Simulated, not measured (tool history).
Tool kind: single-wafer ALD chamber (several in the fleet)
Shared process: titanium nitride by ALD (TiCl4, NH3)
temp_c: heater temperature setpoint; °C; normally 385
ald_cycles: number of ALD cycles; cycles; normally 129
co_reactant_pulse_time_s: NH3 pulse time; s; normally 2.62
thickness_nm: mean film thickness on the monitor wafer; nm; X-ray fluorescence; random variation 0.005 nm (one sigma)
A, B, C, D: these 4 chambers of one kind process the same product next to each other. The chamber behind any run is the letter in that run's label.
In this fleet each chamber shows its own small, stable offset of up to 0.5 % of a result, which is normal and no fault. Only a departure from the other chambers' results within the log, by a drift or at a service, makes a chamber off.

run,hour,temp_c,ald_cycles,co_reactant_pulse_time_s,hours since the last thermocouple change,"read-back reference wafer on the same gauge, thickness_nm",thickness_nm
1B,10.0,385,129,2.62,681.6,2.6412,2.8489
2C,22.8,385,129,2.62,634.3,2.6414,2.8651
3A,30.8,385,129,2.62,1490.3,2.6421,2.8461
4D,40.6,385,129,2.62,678.4,2.6431,2.8504
5A,46.6,385,129,2.62,1506.1,2.6428,2.8415
6B,57.5,385,129,2.62,729.1,2.6427,2.8483
7C,70.7,385,129,2.62,682.2,2.6451,2.8600
8D,82.2,385,129,2.62,720.0,2.6450,2.8610
9C,88.3,385,129,2.62,699.8,2.6461,2.8590
10B,96.0,385,129,2.62,767.6,2.6451,2.8506
11A,104.2,390,129,2.25,1563.7,2.6460,2.8436
12D,115.5,390,129,2.25,753.3,2.6473,2.8641
13B,125.4,390,129,2.25,797.0,2.6473,2.8540
14A,131.7,390,129,2.25,1591.2,2.6479,2.8376
15C,145.3,385,129,2.62,756.8,2.6495,2.8682
16D,157.1,385,129,2.62,794.9,2.6505,2.8644
17B,169.5,385,129,2.62,841.1,2.6509,2.8602
18A,175.6,385,129,2.62,1635.1,2.6503,2.8529
19D,187.8,373,144,2.62,825.6,2.6510,3.1779
20C,198.8,373,144,2.62,810.3,2.6510,3.1712
21C,210.8,373,144,2.62,822.3,2.6535,3.1745
22D,221.7,373,144,2.62,859.5,2.6543,3.1706
23A,229.4,385,129,2.62,1688.9,2.6544,2.8656
24B,242.4,378,129,2.62,914.0,2.6559,2.8559
25D,254.2,378,129,2.62,892.0,2.6549,2.8643
26B,267.4,378,129,2.62,939.0,2.6563,2.8442
27A,275.7,378,129,2.62,1735.2,2.6565,2.8555
28C,284.1,385,129,2.62,895.6,2.6569,2.8818
29D,294.0,385,129,2.62,931.8,2.6577,2.8788
30B,307.1,385,129,2.62,978.7,2.6579,2.8653

Is one chamber out of step, is the gauge drifting, or do the chambers differ by no more than their own small offsets? For an off chamber, give its letter and the likeliest cause.

Every chamber seems to shift together because the gauge that measures them all drifts; the chambers themselves are fine.
Likeliest cause: gauge reads high (%) = 0.72.
